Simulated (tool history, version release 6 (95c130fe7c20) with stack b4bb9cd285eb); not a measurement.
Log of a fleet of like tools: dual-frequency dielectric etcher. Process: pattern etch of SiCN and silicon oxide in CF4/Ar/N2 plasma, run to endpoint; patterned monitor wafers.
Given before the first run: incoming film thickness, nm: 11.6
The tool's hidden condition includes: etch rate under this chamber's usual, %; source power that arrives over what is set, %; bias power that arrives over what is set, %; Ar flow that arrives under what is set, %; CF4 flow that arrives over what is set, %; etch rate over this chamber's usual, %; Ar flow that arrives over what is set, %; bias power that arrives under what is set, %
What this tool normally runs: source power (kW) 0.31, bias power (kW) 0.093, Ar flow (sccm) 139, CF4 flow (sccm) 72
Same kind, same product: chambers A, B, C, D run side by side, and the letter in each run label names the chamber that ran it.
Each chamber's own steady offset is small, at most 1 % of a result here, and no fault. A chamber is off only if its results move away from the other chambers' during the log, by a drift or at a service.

| run | hour | source power (kW) | bias power (kW) | Ar flow (sccm) | CF4 flow (sccm) | hours since the last wet clean | hours since the last source power generator calibration | hours since the last bias power generator calibration | hours since the last Ar flow controller change | hours since the last CF4 flow controller change | endpoint time (s) |
|---|---|---|---|---|---|---|---|---|---|---|---|
| 1B | 12.5 | 0.31 | 0.093 | 139 | 72 | 528.5 | 1017 | 2053.7 | 1132.8 | 2879.4 | 17.862 |
|  | 19 | chamber A: source power generator calibrated |
| 2A | 22.6 | 0.31 | 0.093 | 139 | 72 | 132.5 | 3.6 | 667.3 | 1613.1 | 3669 | 17.805 |
| 3D | 31.3 | 0.31 | 0.093 | 139 | 72 | 140.8 | 286.1 | 39.5 | 1529.7 | 647.8 | 17.643 |
| 4C | 37.3 | 0.31 | 0.093 | 139 | 72 | 155.5 | 4604.8 | 585.9 | 310.2 | 1709.8 | 17.735 |
| 5A | 46.3 | 0.31 | 0.093 | 139 | 72 | 156.2 | 27.3 | 691 | 1636.8 | 3692.7 | 18.002 |
| 6B | 53.5 | 0.27 | 0.074 | 139 | 72 | 569.5 | 1058 | 2094.7 | 1173.8 | 2920.4 | 22.231 |
|  | 63.1 | chamber A: Ar flow controller replaced |
| 7D | 65.9 | 0.27 | 0.074 | 139 | 72 | 175.4 | 320.7 | 74.1 | 1564.3 | 682.4 | 21.874 |
| 8C | 73.6 | 0.27 | 0.074 | 139 | 72 | 191.8 | 4641.1 | 622.2 | 346.5 | 1746.1 | 21.813 |
|  | 83.4 | chamber B: wet clean of the chamber |
| 9D | 86.2 | 0.27 | 0.074 | 139 | 72 | 195.7 | 341 | 94.4 | 1584.6 | 702.7 | 22.294 |
| 10A | 97 | 0.31 | 0.093 | 139 | 72 | 206.9 | 78 | 741.7 | 33.9 | 3743.4 | 18.168 |
| 11C | 109.5 | 0.31 | 0.093 | 139 | 72 | 227.7 | 4677 | 658.1 | 382.4 | 1782 | 17.804 |
| 12B | 121.8 | 0.31 | 0.093 | 139 | 72 | 38.4 | 1126.3 | 2163 | 1242.1 | 2988.7 | 17.92 |
| 13B | 134.6 | 0.31 | 0.093 | 139 | 72 | 51.2 | 1139.1 | 2175.8 | 1254.9 | 3001.5 | 18.113 |
| 14C | 146.4 | 0.31 | 0.093 | 139 | 72 | 264.6 | 4713.9 | 695 | 419.3 | 1818.9 | 17.867 |
| 15D | 157.5 | 0.31 | 0.093 | 139 | 72 | 267 | 412.3 | 165.7 | 1655.9 | 774 | 17.799 |
|  | 158.1 | chamber C: CF4 flow controller replaced |
| 16A | 165.7 | 0.31 | 0.093 | 139 | 72 | 275.6 | 146.7 | 810.4 | 102.6 | 3812.1 | 18.094 |
| 17C | 171.6 | 0.31 | 0.093 | 139 | 72 | 289.8 | 4739.1 | 720.2 | 444.5 | 13.5 | 17.883 |
| 18D | 184.3 | 0.31 | 0.093 | 139 | 72 | 293.8 | 439.1 | 192.5 | 1682.7 | 800.8 | 18.035 |
| 19B | 194.7 | 0.31 | 0.093 | 139 | 72 | 111.3 | 1199.2 | 2235.9 | 1315 | 3061.6 | 17.737 |
| 20A | 201.8 | 0.31 | 0.093 | 172 | 72 | 311.7 | 182.8 | 846.5 | 138.7 | 3848.2 | 18.846 |
| 21C | 207.6 | 0.31 | 0.093 | 172 | 72 | 325.8 | 4775.1 | 756.2 | 480.5 | 49.5 | 18.113 |
| 22B | 218.8 | 0.31 | 0.093 | 172 | 72 | 135.4 | 1223.3 | 2260 | 1339.1 | 3085.7 | 18.421 |
| 23A | 229.7 | 0.31 | 0.093 | 172 | 72 | 339.6 | 210.7 | 874.4 | 166.6 | 3876.1 | 18.953 |
| 24D | 238.6 | 0.31 | 0.093 | 139 | 72 | 348.1 | 493.4 | 246.8 | 1737 | 855.1 | 18.028 |
|  | 247.8 | chamber B: bias power generator calibrated |
| 25A | 247.8 | 0.31 | 0.093 | 139 | 72 | 357.7 | 228.8 | 892.5 | 184.7 | 3894.2 | 18.292 |
| 26C | 259.1 | 0.31 | 0.093 | 139 | 72 | 377.3 | 4826.6 | 807.7 | 532 | 101 | 17.812 |
| 27B | 267.4 | 0.31 | 0.093 | 139 | 72 | 184 | 1271.9 | 19.7 | 1387.7 | 3134.3 | 17.713 |
| 28D | 276 | 0.31 | 0.093 | 139 | 72 | 385.5 | 530.8 | 284.2 | 1774.4 | 892.5 | 17.945 |
| 29B | 283 | 0.31 | 0.093 | 139 | 72 | 199.6 | 1287.5 | 35.3 | 1403.3 | 3149.9 | 17.895 |
| 30C | 293.9 | 0.31 | 0.093 | 160 | 72 | 412.1 | 4861.4 | 842.5 | 566.8 | 135.8 | 18.183 |
| 31A | 302.9 | 0.31 | 0.093 | 160 | 72 | 412.8 | 283.9 | 947.6 | 239.8 | 3949.3 | 18.856 |
| 32D | 309.1 | 0.31 | 0.093 | 160 | 72 | 418.6 | 563.9 | 317.3 | 1807.5 | 925.6 | 18.299 |
|  | 318 | chamber C: source power generator calibrated |
| 33D | 319.9 | 0.31 | 0.093 | 160 | 72 | 429.4 | 574.7 | 328.1 | 1818.3 | 936.4 | 18.135 |
| 34A | 326.1 | 0.31 | 0.093 | 139 | 72 | 436 | 307.1 | 970.8 | 263 | 3972.5 | 18.137 |
| 35C | 333.3 | 0.31 | 0.093 | 117 | 64 | 451.5 | 15.4 | 881.9 | 606.2 | 175.2 | 17.875 |
| 36B | 345.4 | 0.31 | 0.093 | 117 | 64 | 262 | 1349.9 | 97.7 | 1465.7 | 3212.3 | 17.783 |
| 37D | 356.3 | 0.31 | 0.093 | 117 | 64 | 465.8 | 611.1 | 364.5 | 1854.7 | 972.8 | 17.928 |
| 38A | 367.7 | 0.31 | 0.093 | 117 | 64 | 477.6 | 348.7 | 1012.4 | 304.6 | 4014.1 | 18.561 |
| 39B | 375.3 | 0.31 | 0.093 | 139 | 72 | 291.9 | 1379.8 | 127.6 | 1495.6 | 3242.2 | 18.023 |
| 40C | 387 | 0.31 | 0.093 | 114 | 72 | 505.2 | 69.1 | 935.6 | 659.9 | 228.9 | 17.308 |
| 41A | 392.7 | 0.31 | 0.093 | 114 | 72 | 502.6 | 373.7 | 1037.4 | 329.6 | 4039.1 | 17.993 |

Is one chamber out of step, is the gauge drifting, or do the chambers differ by no more than their own small offsets? For an off chamber, give its letter and the likeliest cause.

One chamber, A, drifts off from the rest bit by bit.
What lies behind it: etch rate under this chamber's usual, % = 3.99.
With only this log, it may be confused with: source power that arrives under what is set, %.

Chamber A could run next with any of the 4 candidate recipes listed below; each alters the usual settings, and their results appear as question marks. Which one brings its results back in line with what the other chambers deliver on the usual settings?
A result is in line if it is within this distance of the other chambers' mean on the usual settings: endpoint time (s) 0.45
| 42A-1 | 402 | 0.29 | 0.09 | 141 | 71 |  |  |  |  |  | ? |
| 42A-2 | 402 | 0.32 | 0.093 | 138 | 72 |  |  |  |  |  | ? |
| 42A-3 | 402 | 0.31 | 0.109 | 130 | 77 |  |  |  |  |  | ? |
| 42A-4 | 402 | 0.3 | 0.093 | 139 | 72 |  |  |  |  |  | ? |

The other chambers' mean on the usual settings: endpoint time (s) 17.891
| run | endpoint time (s) |
|---|---|
| 42A-1 | 20.091 |
| 42A-2 | 18.14 |
| 42A-3 | 17.252 |
| 42A-4 | 19.196 |
42A-2 puts the chamber back in line with the other chambers.
